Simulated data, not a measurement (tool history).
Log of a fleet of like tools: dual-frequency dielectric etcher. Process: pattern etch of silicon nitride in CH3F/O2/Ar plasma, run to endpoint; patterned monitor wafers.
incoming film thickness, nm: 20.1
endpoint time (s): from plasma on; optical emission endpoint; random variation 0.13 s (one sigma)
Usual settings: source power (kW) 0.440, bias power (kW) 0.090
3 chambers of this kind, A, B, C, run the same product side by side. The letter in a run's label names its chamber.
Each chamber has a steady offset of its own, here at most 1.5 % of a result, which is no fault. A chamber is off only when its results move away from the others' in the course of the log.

| run | hour | source power (kW) | bias power (kW) | hours since the last wet clean | hours since the last source power generator calibration | hours since the last bias power generator calibration | endpoint time (s) |
|---|---|---|---|---|---|---|---|
| 1C | 10.4 | 0.440 | 0.090 | 302.7 | 2146.7 | 933.5 | 25.418 |
| 2A | 18.6 | 0.440 | 0.090 | 126.5 | 352.8 | 1101.2 | 26.293 |
|  | 19.0 | chamber B: bias power generator calibrated |
| 3B | 24.1 | 0.440 | 0.090 | 37.0 | 1958.6 | 5.2 | 26.019 |
| 4B | 36.0 | 0.440 | 0.090 | 48.9 | 1970.5 | 17.1 | 26.163 |
| 5A | 41.7 | 0.440 | 0.090 | 149.6 | 375.9 | 1124.3 | 26.276 |
| 6C | 49.7 | 0.440 | 0.090 | 342.0 | 2186.0 | 972.8 | 25.935 |
| 7C | 57.9 | 0.520 | 0.090 | 350.2 | 2194.2 | 981.0 | 23.909 |
| 8A | 65.6 | 0.520 | 0.090 | 173.5 | 399.8 | 1148.2 | 24.712 |
| 9B | 76.0 | 0.520 | 0.090 | 88.9 | 2010.5 | 57.1 | 24.477 |
|  | 77.5 | chamber C: wet clean of the chamber |
| 10C | 86.7 | 0.440 | 0.090 | 9.2 | 2223.0 | 1009.8 | 24.345 |
| 11B | 96.6 | 0.440 | 0.090 | 109.5 | 2031.1 | 77.7 | 25.847 |
| 12A | 104.9 | 0.500 | 0.090 | 212.8 | 439.1 | 1187.5 | 25.155 |
| 13A | 110.1 | 0.500 | 0.090 | 218.0 | 444.3 | 1192.7 | 25.117 |
| 14C | 117.6 | 0.500 | 0.090 | 40.1 | 2253.9 | 1040.7 | 23.269 |
| 15B | 129.2 | 0.440 | 0.090 | 142.1 | 2063.7 | 110.3 | 26.009 |
| 16C | 136.3 | 0.540 | 0.110 | 58.8 | 2272.6 | 1059.4 | 21.103 |
| 17B | 144.8 | 0.540 | 0.110 | 157.7 | 2079.3 | 125.9 | 22.567 |
| 18A | 155.4 | 0.540 | 0.110 | 263.3 | 489.6 | 1238.0 | 22.815 |
| 19B | 163.9 | 0.440 | 0.090 | 176.8 | 2098.4 | 145.0 | 25.965 |
| 20A | 174.2 | 0.440 | 0.090 | 282.1 | 508.4 | 1256.8 | 26.156 |
| 21C | 181.0 | 0.400 | 0.098 | 103.5 | 2317.3 | 1104.1 | 24.539 |
| 22A | 187.9 | 0.400 | 0.098 | 295.8 | 522.1 | 1270.5 | 26.366 |
| 23C | 195.3 | 0.400 | 0.098 | 117.8 | 2331.6 | 1118.4 | 24.626 |
| 24B | 207.3 | 0.440 | 0.090 | 220.2 | 2141.8 | 188.4 | 26.049 |
| 25B | 215.1 | 0.400 | 0.090 | 228.0 | 2149.6 | 196.2 | 27.052 |
| 26A | 225.2 | 0.400 | 0.090 | 333.1 | 559.4 | 1307.8 | 27.134 |
| 27C | 231.7 | 0.400 | 0.090 | 154.2 | 2368.0 | 1154.8 | 25.446 |
| 28C | 239.6 | 0.440 | 0.090 | 162.1 | 2375.9 | 1162.7 | 24.527 |

Is one chamber off against the others, does the gauge drift, or is nothing wrong? If a chamber is off, say which, and what the likeliest cause is.

A service left chamber C off against the others.
Cause: etch rate over this chamber's usual, % = 5.22.

Here are 4 candidates for chamber C's next run, each the usual settings with a change, their results left as question marks. Which one brings its results back in line with what the others give on the usual settings?
In line means no further than this from the other chambers' mean on the usual settings: endpoint time (s) 0.470
| 29C-1 | 248.3 | 0.540 | 0.108 |  |  |  | ? |
| 29C-2 | 248.3 | 0.440 | 0.059 |  |  |  | ? |
| 29C-3 | 248.3 | 0.440 | 0.107 |  |  |  | ? |
| 29C-4 | 248.3 | 0.370 | 0.090 |  |  |  | ? |

The other chambers' mean on the usual settings: endpoint time (s) 26.176
| run | endpoint time (s) |
|---|---|
| 29C-1 | 21.191 |
| 29C-2 | 28.193 |
| 29C-3 | 22.969 |
| 29C-4 | 26.110 |
29C-4 brings the chamber back in line.

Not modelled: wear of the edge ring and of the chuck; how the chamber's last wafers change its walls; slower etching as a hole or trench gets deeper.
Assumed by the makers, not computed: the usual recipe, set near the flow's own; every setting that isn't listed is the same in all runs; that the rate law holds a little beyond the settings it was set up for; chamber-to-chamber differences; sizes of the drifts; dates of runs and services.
